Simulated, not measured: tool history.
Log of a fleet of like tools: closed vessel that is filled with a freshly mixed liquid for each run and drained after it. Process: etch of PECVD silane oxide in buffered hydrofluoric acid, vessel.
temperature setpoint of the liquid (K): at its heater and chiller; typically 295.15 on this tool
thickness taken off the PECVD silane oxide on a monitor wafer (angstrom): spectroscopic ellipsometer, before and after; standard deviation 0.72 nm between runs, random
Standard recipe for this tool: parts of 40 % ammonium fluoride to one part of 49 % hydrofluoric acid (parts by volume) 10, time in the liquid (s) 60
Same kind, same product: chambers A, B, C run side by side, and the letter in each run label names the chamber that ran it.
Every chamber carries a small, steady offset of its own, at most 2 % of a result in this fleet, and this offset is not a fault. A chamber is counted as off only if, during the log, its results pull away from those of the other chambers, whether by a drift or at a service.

run,hour,temperature setpoint of the liquid (K),parts of 40 % ammonium fluoride to one part of 49 % hydrofluoric acid (parts by volume),time in the liquid (s),"read-back film thickness of the PECVD silane oxide reference wafer, read on the same gauge (nm)",thickness taken off the PECVD silane oxide on a monitor wafer (angstrom)
1C,3.4,295.15,10,60,119.96,1724.6
2B,5.5,295.15,10,60,119.99,1687.2
3A,9.5,295.15,10,60,120,1700.2
4B,13.4,295.15,10,60,120.01,1694.8
5C,17.2,295.15,13,35,120.04,779.15
6A,21.4,295.15,13,35,119.99,763.32
7C,23.4,295.15,13,35,120.01,781.21
8A,26.8,295.15,10,60,120.01,1700.3
9B,28.8,295.15,10,30,119.99,845.64
10B,30.9,295.15,10,30,119.99,834.93
11A,35,295.15,10,30,120,848.43
12C,37.8,295.15,10,60,120.01,1743.2
13B,40.8,295.15,10,60,119.98,1692.4
14A,43.8,295.15,10,60,120.03,1687.8
15C,46.4,295.15,10,60,119.99,1733.9
16A,49,295.15,10,60,120.04,1696.3
17B,53.3,295.15,10,60,119.99,1690.2
18C,57,295.15,10,60,120,1742.8
19C,59.8,295.15,10,60,120,1753.1
20B,62.9,295.15,10,60,119.98,1698.1
21A,65.7,295.15,10,60,120,1700
22C,68.3,295.15,10,60,120.03,1753.2
23A,70.6,299.65,10,60,119.99,2157
24B,74.6,299.65,10,60,120.02,2145.3
25A,77.4,299.65,10,60,120,2139
26C,80.4,295.15,10,60,120.03,1776.6
27B,82.6,295.15,10,60,120.02,1683.6
28B,84.5,295.15,10,60,120,1692.9

Is one chamber out of step, is the gauge drifting, or do the chambers differ by no more than their own small offsets? For an off chamber, give its letter and the likeliest cause.

Little by little, chamber C moves away from the other chambers.
Most likely cause: hydrofluoric acid flow above the setpoint (%) = 5.96.
The log might look much the same if the cause were instead: liquid hotter than its thermometer reads (K).

Here are 4 candidates for chamber C's next run, each the usual settings with a change, their results left as question marks. Which one brings its results back in line with what the others give on the usual settings?
In line means no further than this from the other chambers' mean on the usual settings: thickness taken off the PECVD silane oxide on a monitor wafer (angstrom) 25
29C-1,87.8,294.65,10.5,60,,?
29C-2,87.8,296.15,10,60,,?
29C-3,87.8,295.65,10,65,,?
29C-4,87.8,293.15,10,60,,?

Mean of the other chambers on the usual settings: thickness taken off the PECVD silane oxide on a monitor wafer (angstrom) 1690.2
run,thickness taken off the PECVD silane oxide on a monitor wafer (angstrom)
29C-1,1686.3
29C-2,1889.5
29C-3,1991.5
29C-4,1598.3
29C-1 is the one that brings the chamber's results back in line with the other chambers.

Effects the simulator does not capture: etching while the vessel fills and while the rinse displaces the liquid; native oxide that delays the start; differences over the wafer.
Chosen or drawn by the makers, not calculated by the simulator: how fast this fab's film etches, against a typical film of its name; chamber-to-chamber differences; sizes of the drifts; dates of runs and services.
